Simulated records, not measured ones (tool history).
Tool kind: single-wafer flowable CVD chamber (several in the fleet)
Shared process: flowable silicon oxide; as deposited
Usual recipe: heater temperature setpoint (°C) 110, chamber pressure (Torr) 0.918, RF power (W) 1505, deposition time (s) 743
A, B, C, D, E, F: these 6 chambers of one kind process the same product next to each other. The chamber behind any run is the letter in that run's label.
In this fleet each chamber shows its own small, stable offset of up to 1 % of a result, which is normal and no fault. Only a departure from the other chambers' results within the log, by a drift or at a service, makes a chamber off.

run   hour  heater temperature setpoint (°C)  chamber pressure (Torr)  RF power (W)  deposition time (s)  read-back reference wafer on the same gauge, thickness_nm  mean film thickness on the monitor wafer (nm)
 1A    3.6                               110                    0.918          1505                  743                                                     333.89                                         357.75
 2F    7.7                               110                    0.918          1505                  743                                                     334.03                                         358.91
 3C   12.8                               110                    0.918          1505                  743                                                     334.13                                         357.94
 4E   15.2                               110                    0.918          1505                  743                                                     334.03                                         359.76
 5D   19.1                               110                    0.918          1595                  800                                                     334.09                                         394.92
 6B   21.5                               110                    0.918          1595                  800                                                        334                                         392.35
 7D   26.4                               110                    0.918          1595                  800                                                        334                                         395.43
 8A   28.9                               110                    0.918          1595                  800                                                     334.01                                         392.04
 9C   33.4                               110                    0.918          1595                  800                                                     334.06                                         393.04
10F   36.5                               110                    0.918          1595                  800                                                     333.94                                         393.11
11E   41.2                               110                    0.918          1505                  743                                                     333.95                                         358.69
12B   43.7                               110                    0.918          1505                  743                                                     333.91                                         359.66
13A   47.6                               110                    0.918          1505                  743                                                      334.1                                         358.92
14E   50.3                               110                    0.918          1505                  743                                                      333.9                                          358.2
15D   52.7                               110                    0.918          1505                  743                                                     334.05                                         361.51
        55  -- chamber D: capacitance manometer re-zeroed and calibrated
16F     58                               110                    0.918          1505                  743                                                      333.9                                         358.48
17B     63                               110                    0.918          1505                  743                                                     334.13                                         359.14
      65.5  -- chamber E: capacitance manometer re-zeroed and calibrated
18C   65.5                               110                    0.918          1505                  743                                                        334                                         358.82
19A   69.7                               110                    0.918          1505                  743                                                     334.01                                         359.01
20C   73.7                               110                    0.918          1505                  743                                                     334.01                                         357.82
21D   76.7                               110                    0.824          1505                  743                                                     333.94                                         316.92
22E   81.6                               110                    0.824          1505                  743                                                     333.81                                         312.99
23F   86.6                               110                    0.824          1505                  743                                                     333.91                                         312.54
24B   91.5                               110                    0.824          1505                  743                                                     334.12                                         312.32
25C     96                               110                    0.824          1505                  743                                                     333.92                                         313.94
26A  100.2                               110                    0.824          1505                  743                                                     334.05                                         311.88
27F  103.7                               110                    0.918          1505                  743                                                        334                                         359.47
28E  107.8                               110                    0.918          1505                  743                                                     333.91                                         358.24
29D  111.6                               110                    0.918          1505                  743                                                     334.01                                         364.23
30B    117                               110                    0.918          1505                  743                                                     334.03                                         357.61
31A  120.2                               110                    0.918          1505                  743                                                     334.11                                          357.3
32E  125.2                               110                    0.918          1505                  743                                                     333.97                                         358.68
33D  129.8                               110                    0.918          1505                  743                                                     334.02                                         365.39
34C  132.4                               110                    0.918          1505                  743                                                      334.1                                         359.01
35F  137.8                               110                    0.918          1505                  743                                                     333.89                                         358.57
36B  141.6                               110                    0.918          1505                  743                                                     334.06                                         358.21

Is one chamber off against the others, does the gauge drift, or is nothing wrong? If a chamber is off, say which, and what the likeliest cause is.

It is chamber D that slowly wanders off from its peers.
What lies behind it: wafer temperature below the value expected at the setpoint (K) = 0.532.

Here are 4 candidates for chamber D's next run, each the usual settings with a change, their results left as question marks. Which one brings its results back in line with what the others give on the usual settings?
Counts as in line when no further than this from what the other chambers average on the usual settings: mean film thickness on the monitor wafer (nm) 2.9
37D-1  145.5                               110                    0.903          1500                  743                                                                                                         ?
37D-2  145.5                               110                    0.893          1500                  743                                                                                                         ?
37D-3  145.5                               110                    0.929          1510                  748                                                                                                         ?
37D-4  145.5                               110                    0.945          1505                  743                                                                                                         ?

Mean of the other chambers on the usual settings: mean film thickness on the monitor wafer (nm) 358.68
  run  mean film thickness on the monitor wafer (nm)
37D-1                                         358.42
37D-2                                         353.51
37D-3                                         374.62
37D-4                                         379.63
Change 37D-1 lands the chamber within the allowed miss of the other chambers.

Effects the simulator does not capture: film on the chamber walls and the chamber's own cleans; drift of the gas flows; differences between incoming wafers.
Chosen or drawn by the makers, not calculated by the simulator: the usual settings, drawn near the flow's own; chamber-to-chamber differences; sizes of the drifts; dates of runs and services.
